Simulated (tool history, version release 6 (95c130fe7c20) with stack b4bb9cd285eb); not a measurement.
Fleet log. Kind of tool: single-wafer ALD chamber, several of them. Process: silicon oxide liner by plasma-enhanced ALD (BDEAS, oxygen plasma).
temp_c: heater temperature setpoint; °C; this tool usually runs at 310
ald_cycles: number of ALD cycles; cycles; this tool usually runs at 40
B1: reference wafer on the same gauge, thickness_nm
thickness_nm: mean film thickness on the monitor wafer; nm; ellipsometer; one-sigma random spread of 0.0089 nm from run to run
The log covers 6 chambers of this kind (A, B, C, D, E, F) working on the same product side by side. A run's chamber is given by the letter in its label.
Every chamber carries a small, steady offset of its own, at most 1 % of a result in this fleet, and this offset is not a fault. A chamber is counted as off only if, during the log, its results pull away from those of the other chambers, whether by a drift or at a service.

run 1F day=0.283 | temp_c=310 ald_cycles=40 | B1=3.6892 | thickness_nm=3.6835
run 2C day=0.562 | temp_c=310 ald_cycles=40 | B1=3.6884 | thickness_nm=3.6554
run 3B day=0.850 | temp_c=310 ald_cycles=40 | B1=3.6897 | thickness_nm=3.6698
run 4D day=1.083 | temp_c=310 ald_cycles=40 | B1=3.6901 | thickness_nm=3.6686
run 5A day=1.362 | temp_c=310 ald_cycles=40 | B1=3.6886 | thickness_nm=3.6745
run 6E day=1.575 | temp_c=310 ald_cycles=40 | B1=3.6912 | thickness_nm=3.6879
run 7F day=1.762 | temp_c=310 ald_cycles=40 | B1=3.6895 | thickness_nm=3.6878
run 8E day=1.921 | temp_c=310 ald_cycles=40 | B1=3.6913 | thickness_nm=3.6839
run 9C day=2.154 | temp_c=296 ald_cycles=35 | B1=3.6899 | thickness_nm=3.3003
run 10D day=2.288 | temp_c=296 ald_cycles=35 | B1=3.6906 | thickness_nm=3.3058
run 11B day=2.421 | temp_c=296 ald_cycles=35 | B1=3.6919 | thickness_nm=3.3092
run 12A day=2.658 | temp_c=296 ald_cycles=35 | B1=3.6893 | thickness_nm=3.2934
run 13C day=2.933 | temp_c=296 ald_cycles=35 | B1=3.6920 | thickness_nm=3.2944
run 14D day=3.217 | temp_c=296 ald_cycles=35 | B1=3.6894 | thickness_nm=3.3006
run 15A day=3.375 | temp_c=310 ald_cycles=40 | B1=3.6897 | thickness_nm=3.6594
run 16F day=3.646 | temp_c=315 ald_cycles=46 | B1=3.6879 | thickness_nm=4.1931
run 17B day=3.788 | temp_c=315 ald_cycles=46 | B1=3.6894 | thickness_nm=4.2089
run 18E day=4.083 | temp_c=315 ald_cycles=46 | B1=3.6890 | thickness_nm=4.2297
run 19A day=4.333 | temp_c=315 ald_cycles=46 | B1=3.6908 | thickness_nm=4.1880
run 20F day=4.625 | temp_c=315 ald_cycles=46 | B1=3.6896 | thickness_nm=4.2213
run 21E day=4.917 | temp_c=315 ald_cycles=46 | B1=3.6891 | thickness_nm=4.2043
run 22D day=5.188 | temp_c=310 ald_cycles=40 | B1=3.6904 | thickness_nm=3.6561
run 23B day=5.396 | temp_c=310 ald_cycles=40 | B1=3.6882 | thickness_nm=3.6646
run 24C day=5.538 | temp_c=300 ald_cycles=44 | B1=3.6908 | thickness_nm=4.0864
run 25C day=5.675 | temp_c=300 ald_cycles=44 | B1=3.6892 | thickness_nm=4.0947
run 26A day=5.892 | temp_c=300 ald_cycles=44 | B1=3.6881 | thickness_nm=4.0959
run 27D day=6.033 | temp_c=300 ald_cycles=44 | B1=3.6874 | thickness_nm=4.0813
run 28F day=6.196 | temp_c=300 ald_cycles=44 | B1=3.6895 | thickness_nm=4.1039
run 29B day=6.458 | temp_c=300 ald_cycles=44 | B1=3.6902 | thickness_nm=4.1034
run 30E day=6.604 | temp_c=310 ald_cycles=40 | B1=3.6901 | thickness_nm=3.6947
run 31A day=6.879 | temp_c=310 ald_cycles=40 | B1=3.6882 | thickness_nm=3.6591
run 32C day=7.167 | temp_c=302 ald_cycles=47 | B1=3.6894 | thickness_nm=4.3476
run 33E day=7.462 | temp_c=302 ald_cycles=47 | B1=3.6893 | thickness_nm=4.3785
run 34D day=7.675 | temp_c=302 ald_cycles=47 | B1=3.6873 | thickness_nm=4.3524
run 35B day=7.854 | temp_c=302 ald_cycles=47 | B1=3.6895 | thickness_nm=4.3614
run 36F day=8.150 | temp_c=302 ald_cycles=47 | B1=3.6910 | thickness_nm=4.3750
run 37C day=8.438 | temp_c=302 ald_cycles=47 | B1=3.6904 | thickness_nm=4.3429
run 38D day=8.742 | temp_c=310 ald_cycles=40 | B1=3.6904 | thickness_nm=3.6724
run 39F day=8.979 | temp_c=310 ald_cycles=40 | B1=3.6910 | thickness_nm=3.6893
run 40B day=9.150 | temp_c=310 ald_cycles=40 | B1=3.6894 | thickness_nm=3.6779
run 41A day=9.450 | temp_c=310 ald_cycles=40 | B1=3.6898 | thickness_nm=3.6760

All chambers now run identical settings, listed one chamber a line with results as question marks. What results will each chamber show?
run 42A day=9.667 | temp_c=310 ald_cycles=40 | thickness_nm=?
run 42B day=9.667 | temp_c=310 ald_cycles=40 | thickness_nm=?
run 42C day=9.667 | temp_c=310 ald_cycles=40 | thickness_nm=?
run 42D day=9.667 | temp_c=310 ald_cycles=40 | thickness_nm=?
run 42E day=9.667 | temp_c=310 ald_cycles=40 | thickness_nm=?
run 42F day=9.667 | temp_c=310 ald_cycles=40 | thickness_nm=?

run=42A thickness_nm=3.6531
run=42B thickness_nm=3.6691
run=42C thickness_nm=3.6515
run=42D thickness_nm=3.6675
run=42E thickness_nm=3.6728
run=42F thickness_nm=3.6795
